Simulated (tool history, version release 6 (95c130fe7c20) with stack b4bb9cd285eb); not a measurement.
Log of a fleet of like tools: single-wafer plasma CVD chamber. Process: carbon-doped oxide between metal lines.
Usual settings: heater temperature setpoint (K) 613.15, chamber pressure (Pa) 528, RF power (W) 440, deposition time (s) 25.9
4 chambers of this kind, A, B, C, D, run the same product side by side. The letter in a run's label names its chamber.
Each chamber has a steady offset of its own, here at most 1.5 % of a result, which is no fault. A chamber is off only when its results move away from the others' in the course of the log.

run	hour	heater temperature setpoint (K)	chamber pressure (Pa)	RF power (W)	deposition time (s)	read-back reference wafer on the same gauge, thickness_nm	mean film thickness on the monitor wafer (Å)
1B	4.4	613.15	528	440	25.9	100.03	1219.7
2A	10	613.15	528	440	25.9	100.03	1194
3D	15.4	613.15	528	440	25.9	99.96	1216.8
4C	19.6	613.15	528	440	25.9	100.02	1225.2
5C	25.6	613.15	528	440	25.9	100.07	1225.4
6A	33.4	613.15	528	440	25.9	99.944	1210.8
7D	41.9	613.15	528	440	25.9	99.959	1220.3
8B	47.9	623.15	528	380	25.9	99.95	1057.3
9D	54.1	623.15	528	380	25.9	100.1	1067.9
10A	60.1	623.15	528	380	25.9	100.02	1046.3
11C	68.3	623.15	528	380	25.9	99.969	1059.2
12B	73.2	613.15	528	440	25.9	99.963	1216.8
13A	79.2	613.15	528	440	25.9	100	1203.8
14B	86.3	613.15	528	440	25.9	100.08	1216.9
15D	93.2	613.15	528	440	25.9	99.986	1221.7
16C	100.4	613.15	528	440	25.9	100	1223.5
17B	106.7	613.15	528	440	25.9	99.95	1223
18A	110.7	621.15	528	375	25.9	99.966	1050.1
19C	114.5	621.15	528	375	25.9	100.03	1057.4
20D	119	621.15	528	375	25.9	100.06	1057.2
21C	126.5	621.15	528	375	25.9	100.05	1057
22D	135	613.15	528	440	25.9	100.12	1219.4
# hour 138.4: chamber B: RF generator calibrated
23B	142.7	613.15	528	440	25.9	100.02	1213
24A	151.1	613.15	528	440	25.9	100.03	1201.3
25A	158.9	613.15	528	440	25.9	99.966	1204.2
26C	163.9	613.15	528	440	25.9	100.05	1220.4
# hour 164.3: chamber C: capacitance manometer re-zeroed and calibrated
27D	167.9	613.15	528	440	25.9	100.02	1219.9
28B	173.1	613.15	528	440	25.9	99.978	1212.7
29D	180.4	613.15	528	440	25.9	100.03	1227.3
30A	186.3	605.15	528	440	25.9	100.08	1228.3
31B	193.7	605.15	528	440	25.9	99.949	1251.1
32C	200.8	605.15	528	440	25.9	99.963	1257.8
33B	208.7	605.15	528	440	25.9	100.03	1250.6
34A	214.4	613.15	528	440	25.9	100.02	1198.7
35C	219.6	613.15	528	440	25.9	100	1221.2
36D	224.9	613.15	528	440	25.9	100.02	1220
37C	233.2	613.15	528	440	25.9	100.06	1220.6
38B	241.3	613.15	528	440	25.9	100.06	1221.4
39D	245.2	613.15	528	440	25.9	99.984	1223
40A	254	613.15	528	440	30.4	100.04	1405.1
41A	258.8	613.15	528	440	30.4	100.06	1419.3
42C	265.9	613.15	528	440	30.4	99.919	1433.6
43B	271.3	613.15	528	440	30.4	99.985	1429
44D	279.5	613.15	528	470	23.3	100	1148.6

What goes on in this fleet: one chamber off, a drifting gauge, or nothing beyond the chambers' own small offsets? Name the chamber and the cause, if any.

No chamber stands off beyond its own small offset, and the gauge holds steady.
